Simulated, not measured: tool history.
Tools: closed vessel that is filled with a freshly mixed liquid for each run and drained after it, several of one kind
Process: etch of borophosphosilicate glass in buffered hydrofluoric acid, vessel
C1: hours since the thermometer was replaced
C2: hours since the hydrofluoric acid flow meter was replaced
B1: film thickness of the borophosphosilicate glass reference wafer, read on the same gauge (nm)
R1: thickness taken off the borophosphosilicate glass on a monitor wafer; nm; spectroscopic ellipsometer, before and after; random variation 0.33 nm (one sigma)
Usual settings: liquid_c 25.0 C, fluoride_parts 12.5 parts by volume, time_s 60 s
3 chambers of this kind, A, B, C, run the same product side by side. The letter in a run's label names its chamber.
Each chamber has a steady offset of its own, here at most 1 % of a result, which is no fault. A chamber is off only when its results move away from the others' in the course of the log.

{"run": "1C", "hour": 5.1, "liquid_c": 25.0, "fluoride_parts": 12.5, "time_s": 60, "C1": 878.1, "C2": 1772.7, "B1": 129.99, "R1": 63.328}
{"run": "2A", "hour": 7.4, "liquid_c": 25.0, "fluoride_parts": 12.5, "time_s": 60, "C1": 1204.9, "C2": 1964.0, "B1": 130.01, "R1": 62.892}
{"run": "3B", "hour": 11.9, "liquid_c": 25.0, "fluoride_parts": 12.5, "time_s": 60, "C1": 683.5, "C2": 238.5, "B1": 130.02, "R1": 63.534}
{"run": "4B", "hour": 14.7, "liquid_c": 25.0, "fluoride_parts": 12.5, "time_s": 60, "C1": 686.3, "C2": 241.3, "B1": 130.01, "R1": 63.945}
{"run": "5C", "hour": 18.6, "liquid_c": 25.0, "fluoride_parts": 12.5, "time_s": 60, "C1": 891.6, "C2": 1786.2, "B1": 130.0, "R1": 63.59}
{"run": "6A", "hour": 22.2, "liquid_c": 25.0, "fluoride_parts": 12.5, "time_s": 60, "C1": 1219.7, "C2": 1978.8, "B1": 130.03, "R1": 63.04}
{"run": "7B", "hour": 24.6, "liquid_c": 25.0, "fluoride_parts": 12.5, "time_s": 60, "C1": 696.2, "C2": 251.2, "B1": 130.0, "R1": 63.768}
{"run": "8C", "hour": 28.4, "liquid_c": 25.0, "fluoride_parts": 12.5, "time_s": 60, "C1": 901.4, "C2": 1796.0, "B1": 130.01, "R1": 63.796}
{"run": "9A", "hour": 31.0, "liquid_c": 25.0, "fluoride_parts": 12.5, "time_s": 60, "C1": 1228.5, "C2": 1987.6, "B1": 129.99, "R1": 63.329}
{"run": "10C", "hour": 33.4, "liquid_c": 25.0, "fluoride_parts": 12.5, "time_s": 60, "C1": 906.4, "C2": 1801.0, "B1": 129.99, "R1": 63.359}
{"run": "11B", "hour": 38.4, "liquid_c": 23.0, "fluoride_parts": 8.0, "time_s": 60, "C1": 710.0, "C2": 265.0, "B1": 130.0, "R1": 85.684}
{"run": "12A", "hour": 42.2, "liquid_c": 23.0, "fluoride_parts": 8.0, "time_s": 60, "C1": 1239.7, "C2": 1998.8, "B1": 130.01, "R1": 86.888}
{"run": "13A", "hour": 46.7, "liquid_c": 23.0, "fluoride_parts": 8.0, "time_s": 60, "C1": 1244.2, "C2": 2003.3, "B1": 129.99, "R1": 85.943}
{"run": "14B", "hour": 50.6, "liquid_c": 25.0, "fluoride_parts": 12.5, "time_s": 60, "C1": 722.2, "C2": 277.2, "B1": 129.99, "R1": 63.284}
{"run": "15C", "hour": 55.5, "liquid_c": 25.0, "fluoride_parts": 12.5, "time_s": 60, "C1": 928.5, "C2": 1823.1, "B1": 129.99, "R1": 64.334}
{"run": "16C", "hour": 58.2, "liquid_c": 25.0, "fluoride_parts": 12.5, "time_s": 60, "C1": 931.2, "C2": 1825.8, "B1": 129.99, "R1": 63.927}
{"run": "17B", "hour": 63.2, "liquid_c": 25.0, "fluoride_parts": 12.5, "time_s": 60, "C1": 734.8, "C2": 289.8, "B1": 130.02, "R1": 63.902}
{"run": "18A", "hour": 67.6, "liquid_c": 25.0, "fluoride_parts": 12.5, "time_s": 60, "C1": 1265.1, "C2": 2024.2, "B1": 130.02, "R1": 63.169}
{"run": "19C", "hour": 72.5, "liquid_c": 25.0, "fluoride_parts": 12.5, "time_s": 60, "C1": 945.5, "C2": 1840.1, "B1": 129.99, "R1": 64.244}
{"run": "20B", "hour": 75.8, "liquid_c": 25.0, "fluoride_parts": 12.5, "time_s": 60, "C1": 747.4, "C2": 302.4, "B1": 130.0, "R1": 63.297}
{"hour": 78.6, "done": "chamber A: hydrofluoric acid flow meter replaced"}
{"run": "21A", "hour": 79.6, "liquid_c": 25.0, "fluoride_parts": 12.5, "time_s": 60, "C1": 1277.1, "C2": 1.1, "B1": 130.01, "R1": 63.248}
{"run": "22A", "hour": 83.5, "liquid_c": 25.0, "fluoride_parts": 12.5, "time_s": 60, "C1": 1281.0, "C2": 5.0, "B1": 130.01, "R1": 63.305}
{"run": "23C", "hour": 87.8, "liquid_c": 25.0, "fluoride_parts": 12.5, "time_s": 60, "C1": 960.8, "C2": 1855.4, "B1": 130.0, "R1": 65.265}
{"run": "24B", "hour": 90.6, "liquid_c": 25.0, "fluoride_parts": 12.5, "time_s": 60, "C1": 762.2, "C2": 317.2, "B1": 129.99, "R1": 63.704}
{"run": "25A", "hour": 95.7, "liquid_c": 25.0, "fluoride_parts": 12.5, "time_s": 60, "C1": 1293.2, "C2": 17.2, "B1": 130.0, "R1": 62.997}
{"run": "26B", "hour": 100.8, "liquid_c": 25.0, "fluoride_parts": 12.5, "time_s": 60, "C1": 772.4, "C2": 327.4, "B1": 129.99, "R1": 63.417}
{"run": "27C", "hour": 104.3, "liquid_c": 28.5, "fluoride_parts": 12.5, "time_s": 90, "C1": 977.3, "C2": 1871.9, "B1": 130.0, "R1": 118.15}
{"run": "28B", "hour": 107.7, "liquid_c": 28.5, "fluoride_parts": 12.5, "time_s": 90, "C1": 779.3, "C2": 334.3, "B1": 130.0, "R1": 114.83}
{"run": "29A", "hour": 111.6, "liquid_c": 28.5, "fluoride_parts": 12.5, "time_s": 90, "C1": 1309.1, "C2": 33.1, "B1": 129.98, "R1": 113.09}
{"run": "30C", "hour": 114.7, "liquid_c": 25.0, "fluoride_parts": 12.5, "time_s": 60, "C1": 987.7, "C2": 1882.3, "B1": 130.0, "R1": 65.941}
{"run": "31B", "hour": 118.7, "liquid_c": 25.0, "fluoride_parts": 12.5, "time_s": 60, "C1": 790.3, "C2": 345.3, "B1": 130.01, "R1": 63.632}
{"run": "32C", "hour": 121.5, "liquid_c": 25.0, "fluoride_parts": 12.5, "time_s": 60, "C1": 994.5, "C2": 1889.1, "B1": 129.98, "R1": 65.914}

All 3 chambers run these settings next. Forecast each chamber's results:
{"run": "33A", "hour": 125.2, "liquid_c": 25.0, "fluoride_parts": 12.5, "time_s": 70, "R1": "?"}
{"run": "33B", "hour": 125.2, "liquid_c": 25.0, "fluoride_parts": 12.5, "time_s": 70, "R1": "?"}
{"run": "33C", "hour": 125.2, "liquid_c": 25.0, "fluoride_parts": 12.5, "time_s": 70, "R1": "?"}

run=33A R1=73.165
run=33B R1=74.541
run=33C R1=77.155
